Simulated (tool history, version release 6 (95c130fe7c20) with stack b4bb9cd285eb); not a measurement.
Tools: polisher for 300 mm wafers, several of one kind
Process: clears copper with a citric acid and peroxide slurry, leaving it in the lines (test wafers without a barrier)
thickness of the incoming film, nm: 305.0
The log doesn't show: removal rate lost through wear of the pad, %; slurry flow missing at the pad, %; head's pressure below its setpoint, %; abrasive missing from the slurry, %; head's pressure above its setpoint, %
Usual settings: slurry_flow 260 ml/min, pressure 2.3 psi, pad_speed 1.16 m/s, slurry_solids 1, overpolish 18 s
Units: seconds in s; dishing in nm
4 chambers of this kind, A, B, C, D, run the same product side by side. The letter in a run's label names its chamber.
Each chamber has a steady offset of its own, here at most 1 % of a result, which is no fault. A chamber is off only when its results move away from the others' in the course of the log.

| run | hour | slurry_flow | pressure | pad_speed | slurry_solids | overpolish | wafers polished on this pad | hours since the slurry nozzle was cleaned | hours since the head pressure was calibrated | hours since the slurry blender was calibrated | seconds | dishing |
|---|---|---|---|---|---|---|---|---|---|---|---|---|
|  | 3.8 | chamber B: worn pad replaced by a new one |
| 1B | 12.3 | 260 | 2.3 | 1.16 | 1 | 18 | 44 | 721.8 | 613.1 | 438 | 172.41 | 17.853 |
| 2A | 25.3 | 260 | 2.3 | 1.16 | 1 | 18 | 961 | 215.3 | 629 | 378.2 | 177.75 | 18.228 |
| 3C | 31.8 | 260 | 2.3 | 1.16 | 1 | 18 | 1043 | 230.8 | 325.1 | 54.6 | 176.91 | 18.238 |
| 4D | 41 | 260 | 2.3 | 1.16 | 1 | 18 | 222 | 193.3 | 592.2 | 115.3 | 173.82 | 17.866 |
|  | 47.1 | chamber D: slurry blender recalibrated |
| 5B | 48.6 | 260 | 2.3 | 1.16 | 1 | 18 | 233 | 758.1 | 649.4 | 474.3 | 179.37 | 17.72 |
| 6D | 59.2 | 260 | 2.3 | 1.16 | 1 | 18 | 317 | 211.5 | 610.4 | 12.2 | 167.76 | 18.216 |
|  | 64.2 | chamber D: head pressure recalibrated |
| 7A | 67.6 | 260 | 2.3 | 1.16 | 1 | 18 | 1181 | 257.6 | 671.3 | 420.5 | 175.83 | 18.13 |
|  | 68.5 | chamber A: worn pad replaced by a new one |
|  | 73.2 | chamber C: worn pad replaced by a new one |
| 8C | 77.7 | 260 | 2.3 | 1.16 | 1 | 18 | 23 | 276.7 | 371 | 100.5 | 177.26 | 18.099 |
| 9B | 87.3 | 260 | 2.3 | 1.16 | 1 | 18 | 434 | 796.8 | 688.1 | 513 | 172.66 | 17.405 |
| 10C | 96.1 | 260 | 2.3 | 1.16 | 1 | 18 | 119 | 295.1 | 389.4 | 118.9 | 172.31 | 18.147 |
|  | 99.8 | chamber B: slurry blender recalibrated |
| 11D | 106.1 | 260 | 2.3 | 1.16 | 1 | 18 | 561 | 258.4 | 42 | 59.1 | 179.55 | 17.813 |
| 12A | 113.3 | 260 | 2.3 | 1.16 | 1 | 18 | 233 | 303.3 | 717 | 466.2 | 180.96 | 17.799 |
|  | 118 | chamber D: worn pad replaced by a new one |
| 13B | 122 | 260 | 2.3 | 1.16 | 1 | 18 | 615 | 831.5 | 722.8 | 22.3 | 176.39 | 17.915 |
| 14A | 130.3 | 260 | 2.3 | 1.16 | 1 | 18 | 321 | 320.3 | 734 | 483.2 | 177.05 | 18.032 |
| 15C | 136.8 | 260 | 2.3 | 1.16 | 1.15 | 26 | 330 | 335.8 | 430.1 | 159.6 | 173.73 | 23.327 |
| 16D | 145.4 | 260 | 2.3 | 1.16 | 1.15 | 26 | 142 | 297.7 | 81.3 | 98.4 | 169.72 | 22.858 |
|  | 149.6 | chamber A: slurry blender recalibrated |
|  | 150 | chamber D: slurry blender recalibrated |
|  | 155.2 | chamber B: worn pad replaced by a new one |
| 17A | 157.5 | 260 | 2.3 | 1.16 | 1.15 | 26 | 463 | 347.5 | 761.2 | 8 | 174.84 | 22.828 |
| 18D | 169.4 | 260 | 2.3 | 1.16 | 1.15 | 26 | 267 | 321.7 | 105.3 | 19.4 | 165.09 | 23.564 |
| 19B | 177.3 | 260 | 2.3 | 1.16 | 1 | 18 | 115 | 886.8 | 778.1 | 77.6 | 173.85 | 17.761 |
|  | 182.8 | chamber B: slurry nozzle cleaned |
| 20C | 184.1 | 260 | 2.3 | 1.16 | 1 | 18 | 577 | 383.1 | 477.4 | 206.9 | 175.69 | 17.76 |
|  | 187.4 | chamber C: slurry blender recalibrated |
| 21A | 191.1 | 260 | 2.3 | 1.16 | 1 | 18 | 638 | 381.1 | 794.8 | 41.6 | 182.23 | 17.402 |
|  | 197.8 | chamber D: slurry nozzle cleaned |
| 22D | 199.1 | 260 | 2.3 | 1.16 | 1 | 18 | 422 | 1.3 | 135 | 49.1 | 179.44 | 17.894 |
| 23B | 206.7 | 260 | 2.3 | 1.16 | 1 | 18 | 268 | 24 | 807.5 | 107 | 174.34 | 17.728 |
| 24C | 217.9 | 260 | 2.3 | 1.16 | 1 | 18 | 752 | 416.9 | 511.2 | 30.6 | 173.64 | 18.134 |
| 25A | 230.2 | 260 | 2.3 | 1.16 | 1 | 18 | 841 | 420.2 | 833.9 | 80.7 | 188.59 | 17.188 |
|  | 239.5 | chamber D: worn pad replaced by a new one |
| 26C | 242.2 | 260 | 2.3 | 1.16 | 1 | 18 | 879 | 441.2 | 535.5 | 54.9 | 181.82 | 18.086 |
| 27D | 251.9 | 260 | 2.3 | 1.16 | 1 | 18 | 64 | 54.1 | 187.8 | 101.9 | 178.9 | 17.915 |
|  | 261 | chamber C: slurry nozzle cleaned |
|  | 262.2 | chamber D: slurry blender recalibrated |
| 28B | 262.7 | 260 | 2.3 | 1.16 | 1 | 18 | 559 | 80 | 863.5 | 163 | 173.27 | 17.9 |
|  | 268.8 | chamber C: worn pad replaced by a new one |
| 29B | 274 | 260 | 2.3 | 1.16 | 1 | 18 | 618 | 91.3 | 874.8 | 174.3 | 179.09 | 18.137 |
|  | 274.9 | chamber A: worn pad replaced by a new one |
| 30C | 280.2 | 260 | 2.3 | 1.16 | 1 | 18 | 59 | 19.3 | 573.5 | 92.9 | 179.89 | 17.852 |
| 31D | 293.4 | 175 | 2.3 | 1.16 | 1 | 12 | 280 | 95.6 | 229.3 | 31.3 | 187.5 | 13.013 |
| 32A | 305 | 175 | 2.3 | 1.16 | 1 | 12 | 156 | 495 | 908.7 | 155.5 | 201.56 | 12.134 |
| 33B | 316 | 175 | 2.3 | 1.16 | 1 | 12 | 836 | 133.3 | 916.8 | 216.3 | 181.71 | 12.511 |
| 34D | 328.4 | 175 | 2.3 | 1.16 | 1 | 12 | 462 | 130.6 | 264.3 | 66.3 | 180.15 | 12.883 |
| 35C | 336.6 | 260 | 2.3 | 1.16 | 1 | 18 | 353 | 75.7 | 629.9 | 149.3 | 174.57 | 17.833 |
| 36A | 347.5 | 260 | 2.3 | 1.16 | 1 | 18 | 377 | 537.5 | 951.2 | 198 | 198.79 | 16.721 |

All 4 chambers run these settings next. Forecast each chamber's results:
| 37A | 357.2 | 260 | 2.8 | 1.16 | 1 | 18 |  |  |  |  | ? | ? |
| 37B | 357.2 | 260 | 2.8 | 1.16 | 1 | 18 |  |  |  |  | ? | ? |
| 37C | 357.2 | 260 | 2.8 | 1.16 | 1 | 18 |  |  |  |  | ? | ? |
| 37D | 357.2 | 260 | 2.8 | 1.16 | 1 | 18 |  |  |  |  | ? | ? |

| run | seconds | dishing |
|---|---|---|
| 37A | 158.4 | 19.083 |
| 37B | 148.69 | 20.011 |
| 37C | 150.32 | 20.518 |
| 37D | 146.27 | 20.539 |
